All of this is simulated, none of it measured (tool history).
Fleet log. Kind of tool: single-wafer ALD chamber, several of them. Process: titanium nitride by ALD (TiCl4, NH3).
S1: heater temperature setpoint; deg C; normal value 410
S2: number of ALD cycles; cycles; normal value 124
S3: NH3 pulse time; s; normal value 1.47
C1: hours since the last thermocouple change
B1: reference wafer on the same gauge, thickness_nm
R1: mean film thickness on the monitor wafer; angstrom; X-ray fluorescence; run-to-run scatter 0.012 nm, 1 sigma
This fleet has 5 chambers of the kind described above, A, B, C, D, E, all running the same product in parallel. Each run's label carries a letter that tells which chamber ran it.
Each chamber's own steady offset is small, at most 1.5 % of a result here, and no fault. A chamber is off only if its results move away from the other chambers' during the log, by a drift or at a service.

{"run": "1B", "day": 0.225, "S1": 410, "S2": 124, "S3": 1.47, "C1": 595.4, "B1": 3.1134, "R1": 27.272}
{"run": "2C", "day": 0.446, "S1": 410, "S2": 124, "S3": 1.47, "C1": 2620.4, "B1": 3.1124, "R1": 27.07}
{"run": "3A", "day": 0.625, "S1": 410, "S2": 124, "S3": 1.47, "C1": 690.9, "B1": 3.1107, "R1": 27.235}
{"run": "4E", "day": 0.808, "S1": 410, "S2": 124, "S3": 1.47, "C1": 265.4, "B1": 3.1096, "R1": 26.935}
{"run": "5D", "day": 0.933, "S1": 410, "S2": 124, "S3": 1.47, "C1": 2067.2, "B1": 3.1063, "R1": 27.333}
{"run": "6A", "day": 1.175, "S1": 410, "S2": 124, "S3": 1.47, "C1": 704.1, "B1": 3.1113, "R1": 27.199}
{"run": "7E", "day": 1.321, "S1": 410, "S2": 124, "S3": 1.47, "C1": 277.7, "B1": 3.1102, "R1": 26.822}
{"run": "8C", "day": 1.479, "S1": 410, "S2": 124, "S3": 1.47, "C1": 2645.2, "B1": 3.111, "R1": 26.999}
{"run": "9D", "day": 1.675, "S1": 410, "S2": 124, "S3": 1.47, "C1": 2085.0, "B1": 3.1082, "R1": 27.37}
{"run": "10B", "day": 1.871, "S1": 415, "S2": 131, "S3": 1.47, "C1": 634.9, "B1": 3.1108, "R1": 28.994}
{"run": "11C", "day": 1.996, "S1": 415, "S2": 131, "S3": 1.47, "C1": 2657.6, "B1": 3.1113, "R1": 28.829}
{"run": "12E", "day": 2.138, "S1": 415, "S2": 131, "S3": 1.47, "C1": 297.3, "B1": 3.11, "R1": 28.509}
{"run": "13D", "day": 2.396, "S1": 415, "S2": 131, "S3": 1.47, "C1": 2102.3, "B1": 3.1151, "R1": 29.07}
{"day": 2.483, "done": "chamber D: thermocouple changed; heater temperature recalibrated"}
{"run": "14B", "day": 2.588, "S1": 415, "S2": 131, "S3": 1.47, "C1": 652.1, "B1": 3.1076, "R1": 28.963}
{"run": "15A", "day": 2.846, "S1": 410, "S2": 124, "S3": 1.47, "C1": 744.2, "B1": 3.1132, "R1": 27.399}
{"run": "16D", "day": 3.029, "S1": 410, "S2": 124, "S3": 1.47, "C1": 13.2, "B1": 3.1071, "R1": 27.369}
{"run": "17B", "day": 3.154, "S1": 410, "S2": 124, "S3": 1.47, "C1": 665.7, "B1": 3.1051, "R1": 27.389}
{"run": "18C", "day": 3.408, "S1": 410, "S2": 124, "S3": 1.47, "C1": 2691.5, "B1": 3.1113, "R1": 27.032}
{"run": "19A", "day": 3.667, "S1": 410, "S2": 124, "S3": 1.47, "C1": 763.9, "B1": 3.1113, "R1": 27.227}
{"run": "20E", "day": 3.912, "S1": 410, "S2": 124, "S3": 1.47, "C1": 339.9, "B1": 3.1085, "R1": 26.786}
{"run": "21C", "day": 4.146, "S1": 410, "S2": 137, "S3": 1.47, "C1": 2709.2, "B1": 3.1107, "R1": 29.904}
{"run": "22A", "day": 4.4, "S1": 410, "S2": 137, "S3": 1.47, "C1": 781.5, "B1": 3.1106, "R1": 30.03}
{"run": "23B", "day": 4.521, "S1": 410, "S2": 137, "S3": 1.47, "C1": 698.5, "B1": 3.1103, "R1": 30.263}
{"run": "24E", "day": 4.679, "S1": 410, "S2": 137, "S3": 1.47, "C1": 358.3, "B1": 3.1133, "R1": 29.618}
{"run": "25D", "day": 4.867, "S1": 410, "S2": 137, "S3": 1.47, "C1": 57.3, "B1": 3.112, "R1": 30.434}
{"run": "26A", "day": 5.0, "S1": 410, "S2": 124, "S3": 1.47, "C1": 795.9, "B1": 3.1103, "R1": 27.305}
{"run": "27D", "day": 5.217, "S1": 410, "S2": 124, "S3": 1.47, "C1": 65.7, "B1": 3.1077, "R1": 27.343}
{"run": "28C", "day": 5.354, "S1": 410, "S2": 124, "S3": 1.47, "C1": 2738.2, "B1": 3.109, "R1": 26.914}
{"run": "29E", "day": 5.504, "S1": 410, "S2": 124, "S3": 1.47, "C1": 378.1, "B1": 3.1086, "R1": 26.684}
{"run": "30B", "day": 5.646, "S1": 410, "S2": 124, "S3": 1.47, "C1": 725.5, "B1": 3.1106, "R1": 27.48}
{"run": "31E", "day": 5.812, "S1": 410, "S2": 124, "S3": 1.68, "C1": 385.5, "B1": 3.1068, "R1": 26.921}
{"run": "32B", "day": 5.967, "S1": 410, "S2": 124, "S3": 1.68, "C1": 733.2, "B1": 3.1084, "R1": 27.238}
{"run": "33C", "day": 6.154, "S1": 410, "S2": 124, "S3": 1.68, "C1": 2757.4, "B1": 3.1124, "R1": 27.339}
{"run": "34A", "day": 6.408, "S1": 410, "S2": 124, "S3": 1.68, "C1": 829.7, "B1": 3.1109, "R1": 27.279}
{"run": "35D", "day": 6.554, "S1": 410, "S2": 124, "S3": 1.68, "C1": 97.8, "B1": 3.1079, "R1": 27.853}
{"run": "36C", "day": 6.667, "S1": 410, "S2": 101, "S3": 1.47, "C1": 2769.7, "B1": 3.108, "R1": 22.06}
{"run": "37A", "day": 6.804, "S1": 410, "S2": 101, "S3": 1.47, "C1": 839.2, "B1": 3.1105, "R1": 22.206}
{"run": "38B", "day": 6.921, "S1": 410, "S2": 101, "S3": 1.47, "C1": 756.1, "B1": 3.1088, "R1": 22.303}
{"run": "39D", "day": 7.088, "S1": 410, "S2": 101, "S3": 1.47, "C1": 110.6, "B1": 3.1117, "R1": 22.29}
{"run": "40E", "day": 7.271, "S1": 410, "S2": 101, "S3": 1.47, "C1": 420.5, "B1": 3.1133, "R1": 21.878}
{"run": "41D", "day": 7.521, "S1": 410, "S2": 124, "S3": 1.47, "C1": 121.0, "B1": 3.1117, "R1": 27.537}
{"run": "42E", "day": 7.654, "S1": 410, "S2": 124, "S3": 1.47, "C1": 429.7, "B1": 3.1102, "R1": 26.701}
{"run": "43B", "day": 7.833, "S1": 410, "S2": 124, "S3": 1.47, "C1": 778.0, "B1": 3.1118, "R1": 27.246}
{"run": "44C", "day": 8.05, "S1": 410, "S2": 124, "S3": 1.47, "C1": 2802.9, "B1": 3.1101, "R1": 27.055}

Does one chamber stand apart from the rest, does the shared gauge drift, or is all well apart from small per-chamber offsets? Give the chamber and the most likely cause, where there is one.

All chambers stay in line apart from their small fixed offsets, and the gauge does not drift.

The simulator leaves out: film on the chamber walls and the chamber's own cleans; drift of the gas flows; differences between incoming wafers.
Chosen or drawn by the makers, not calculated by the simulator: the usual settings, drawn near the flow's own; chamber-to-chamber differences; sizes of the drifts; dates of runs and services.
